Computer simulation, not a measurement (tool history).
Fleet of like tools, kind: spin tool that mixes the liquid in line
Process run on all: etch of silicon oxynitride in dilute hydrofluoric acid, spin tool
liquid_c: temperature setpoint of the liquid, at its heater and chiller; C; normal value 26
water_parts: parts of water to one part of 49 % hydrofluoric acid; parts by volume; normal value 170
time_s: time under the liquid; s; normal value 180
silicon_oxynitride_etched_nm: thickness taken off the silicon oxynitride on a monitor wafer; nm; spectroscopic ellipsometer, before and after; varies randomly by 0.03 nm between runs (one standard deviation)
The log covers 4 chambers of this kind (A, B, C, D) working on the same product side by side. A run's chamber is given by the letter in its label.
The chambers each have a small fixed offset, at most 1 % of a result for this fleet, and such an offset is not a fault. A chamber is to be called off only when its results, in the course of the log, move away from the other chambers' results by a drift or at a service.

run	hour	liquid_c	water_parts	time_s	read-back film thickness of the silicon oxynitride reference wafer, read on the same gauge (nm)	silicon_oxynitride_etched_nm
1B	8.2	26	170	180	50.029	3.4121
2D	14.9	26	170	180	49.996	3.4594
3A	22	26	170	180	50.011	3.433
4C	29	26	170	180	50.031	3.495
5A	37.4	26	170	180	49.983	3.3468
6B	45.3	26	170	180	50.044	3.4315
7C	53.6	26	170	180	50.011	3.4629
8D	61.1	26	170	180	50.011	3.4482
9C	72.4	26	170	180	49.95	3.48
10D	81.3	26	170	180	50	3.4142
11B	86.7	26	170	180	49.991	3.4237
12A	91.8	29.5	170	145	50.005	3.2753
13B	102.1	29.5	170	145	49.985	3.1943
14A	112.5	29.5	170	145	49.973	3.3261
15D	121.2	29.5	170	145	49.973	3.1897
16C	128.4	26	170	180	50.001	3.5132
17D	136.4	26	170	180	49.993	3.4853
18B	144.2	21.5	205	180	49.991	2.2711
19C	153.2	21.5	205	180	49.973	2.3141
# hour 159.9: chamber C: thermometer replaced
20A	159.9	21.5	205	180	49.987	2.4086
21C	167.8	21.5	205	180	49.989	2.2655
22D	174.3	26	170	180	49.989	3.4471
23B	179.8	26	170	180	49.972	3.4426
24A	187.2	26	170	180	49.968	3.6769
25D	198.8	29.5	170	180	50.049	4.0716
26B	204.1	29.5	170	180	49.972	3.9253

All 4 chambers run these settings next. Forecast each chamber's results:
27A	212.4	30.5	170	180		?
27B	212.4	30.5	170	180		?
27C	212.4	30.5	170	180		?
27D	212.4	30.5	170	180		?

run	silicon_oxynitride_etched_nm
27A	4.5691
27B	4.1692
27C	4.1866
27D	4.1333
